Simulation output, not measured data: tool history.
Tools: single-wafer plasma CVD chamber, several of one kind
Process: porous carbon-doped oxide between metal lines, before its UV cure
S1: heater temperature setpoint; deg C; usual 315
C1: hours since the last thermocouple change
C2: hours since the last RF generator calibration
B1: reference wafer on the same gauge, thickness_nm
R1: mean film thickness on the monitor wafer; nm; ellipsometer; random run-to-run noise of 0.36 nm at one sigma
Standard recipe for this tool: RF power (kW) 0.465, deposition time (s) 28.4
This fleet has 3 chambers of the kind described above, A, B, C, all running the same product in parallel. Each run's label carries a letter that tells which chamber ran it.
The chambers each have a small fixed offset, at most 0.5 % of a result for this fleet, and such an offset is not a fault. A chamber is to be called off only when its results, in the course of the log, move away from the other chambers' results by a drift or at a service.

{"run": "1A", "day": 0.412, "S1": 315, "RF power (kW)": 0.465, "deposition time (s)": 28.4, "C1": 1657.3, "C2": 429.5, "B1": 150.97, "R1": 134.74}
{"run": "2C", "day": 0.854, "S1": 315, "RF power (kW)": 0.465, "deposition time (s)": 28.4, "C1": 795.9, "C2": 400.9, "B1": 151.05, "R1": 136.09}
{"run": "3B", "day": 1.212, "S1": 315, "RF power (kW)": 0.465, "deposition time (s)": 28.4, "C1": 1616.6, "C2": 540.5, "B1": 151.02, "R1": 133.84}
{"run": "4C", "day": 1.417, "S1": 315, "RF power (kW)": 0.465, "deposition time (s)": 28.4, "C1": 809.4, "C2": 414.4, "B1": 151.0, "R1": 135.73}
{"run": "5B", "day": 1.825, "S1": 315, "RF power (kW)": 0.465, "deposition time (s)": 28.4, "C1": 1631.3, "C2": 555.2, "B1": 150.93, "R1": 133.96}
{"run": "6A", "day": 2.167, "S1": 315, "RF power (kW)": 0.465, "deposition time (s)": 28.4, "C1": 1699.4, "C2": 471.6, "B1": 150.92, "R1": 134.53}
{"run": "7A", "day": 2.421, "S1": 315, "RF power (kW)": 0.465, "deposition time (s)": 28.4, "C1": 1705.5, "C2": 477.7, "B1": 151.02, "R1": 134.05}
{"run": "8C", "day": 2.829, "S1": 315, "RF power (kW)": 0.465, "deposition time (s)": 28.4, "C1": 843.3, "C2": 448.3, "B1": 151.0, "R1": 135.73}
{"run": "9B", "day": 3.038, "S1": 315, "RF power (kW)": 0.465, "deposition time (s)": 28.4, "C1": 1660.4, "C2": 584.3, "B1": 151.02, "R1": 134.45}
{"run": "10B", "day": 3.367, "S1": 315, "RF power (kW)": 0.465, "deposition time (s)": 28.4, "C1": 1668.3, "C2": 592.2, "B1": 150.99, "R1": 135.24}
{"run": "11A", "day": 3.821, "S1": 315, "RF power (kW)": 0.465, "deposition time (s)": 28.4, "C1": 1739.1, "C2": 511.3, "B1": 150.99, "R1": 134.31}
{"run": "12C", "day": 4.112, "S1": 315, "RF power (kW)": 0.465, "deposition time (s)": 28.4, "C1": 874.1, "C2": 479.1, "B1": 151.08, "R1": 135.13}
{"run": "13C", "day": 4.438, "S1": 315, "RF power (kW)": 0.465, "deposition time (s)": 28.4, "C1": 881.9, "C2": 486.9, "B1": 151.01, "R1": 135.76}
{"run": "14A", "day": 4.858, "S1": 306, "RF power (kW)": 0.465, "deposition time (s)": 28.4, "C1": 1764.0, "C2": 536.2, "B1": 150.99, "R1": 141.09}
{"run": "15B", "day": 5.196, "S1": 306, "RF power (kW)": 0.465, "deposition time (s)": 28.4, "C1": 1712.2, "C2": 636.1, "B1": 151.01, "R1": 141.54}
{"run": "16C", "day": 5.504, "S1": 306, "RF power (kW)": 0.465, "deposition time (s)": 28.4, "C1": 907.5, "C2": 512.5, "B1": 151.05, "R1": 142.2}
{"run": "17A", "day": 5.783, "S1": 315, "RF power (kW)": 0.465, "deposition time (s)": 28.4, "C1": 1786.2, "C2": 558.4, "B1": 150.96, "R1": 134.94}
{"run": "18B", "day": 6.175, "S1": 315, "RF power (kW)": 0.465, "deposition time (s)": 28.4, "C1": 1735.7, "C2": 659.6, "B1": 151.05, "R1": 134.05}
{"run": "19A", "day": 6.425, "S1": 315, "RF power (kW)": 0.465, "deposition time (s)": 28.4, "C1": 1801.6, "C2": 573.8, "B1": 151.09, "R1": 134.42}
{"run": "20C", "day": 6.729, "S1": 315, "RF power (kW)": 0.405, "deposition time (s)": 28.4, "C1": 936.9, "C2": 541.9, "B1": 150.88, "R1": 121.14}
{"run": "21B", "day": 7.05, "S1": 315, "RF power (kW)": 0.405, "deposition time (s)": 28.4, "C1": 1756.7, "C2": 680.6, "B1": 150.98, "R1": 120.79}
{"run": "22C", "day": 7.267, "S1": 315, "RF power (kW)": 0.405, "deposition time (s)": 28.4, "C1": 949.8, "C2": 554.8, "B1": 151.0, "R1": 120.86}
{"run": "23A", "day": 7.65, "S1": 315, "RF power (kW)": 0.465, "deposition time (s)": 28.4, "C1": 1831.0, "C2": 603.2, "B1": 150.97, "R1": 134.36}
{"run": "24B", "day": 7.958, "S1": 315, "RF power (kW)": 0.465, "deposition time (s)": 28.4, "C1": 1778.5, "C2": 702.4, "B1": 151.0, "R1": 133.99}
{"run": "25C", "day": 8.225, "S1": 315, "RF power (kW)": 0.465, "deposition time (s)": 28.4, "C1": 972.8, "C2": 577.8, "B1": 151.08, "R1": 135.83}
{"run": "26A", "day": 8.533, "S1": 315, "RF power (kW)": 0.465, "deposition time (s)": 28.4, "C1": 1852.2, "C2": 624.4, "B1": 151.07, "R1": 134.72}
{"day": 8.725, "done": "chamber A: thermocouple changed; heater temperature recalibrated"}
{"run": "27B", "day": 8.762, "S1": 315, "RF power (kW)": 0.465, "deposition time (s)": 28.4, "C1": 1797.8, "C2": 721.7, "B1": 150.99, "R1": 134.56}
{"run": "28A", "day": 9.183, "S1": 315, "RF power (kW)": 0.465, "deposition time (s)": 28.4, "C1": 11.0, "C2": 640.0, "B1": 151.01, "R1": 134.7}
{"run": "29B", "day": 9.446, "S1": 315, "RF power (kW)": 0.465, "deposition time (s)": 28.4, "C1": 1814.2, "C2": 738.1, "B1": 151.05, "R1": 134.38}
{"run": "30C", "day": 9.762, "S1": 315, "RF power (kW)": 0.465, "deposition time (s)": 28.4, "C1": 1009.7, "C2": 614.7, "B1": 150.99, "R1": 135.44}
{"day": 9.925, "done": "chamber B: thermocouple changed; heater temperature recalibrated"}
{"run": "31B", "day": 10.067, "S1": 315, "RF power (kW)": 0.465, "deposition time (s)": 28.4, "C1": 3.5, "C2": 753.0, "B1": 151.04, "R1": 134.74}
{"run": "32C", "day": 10.321, "S1": 315, "RF power (kW)": 0.465, "deposition time (s)": 28.4, "C1": 1023.1, "C2": 628.1, "B1": 150.94, "R1": 135.11}
{"run": "33A", "day": 10.554, "S1": 315, "RF power (kW)": 0.465, "deposition time (s)": 28.4, "C1": 43.9, "C2": 672.9, "B1": 151.0, "R1": 134.51}

Does one chamber stand apart from the rest, does the shared gauge drift, or is all well apart from small per-chamber offsets? Give the chamber and the most likely cause, where there is one.

No chamber is off and the gauge is stable; the differences are just each chamber's small, constant offset.
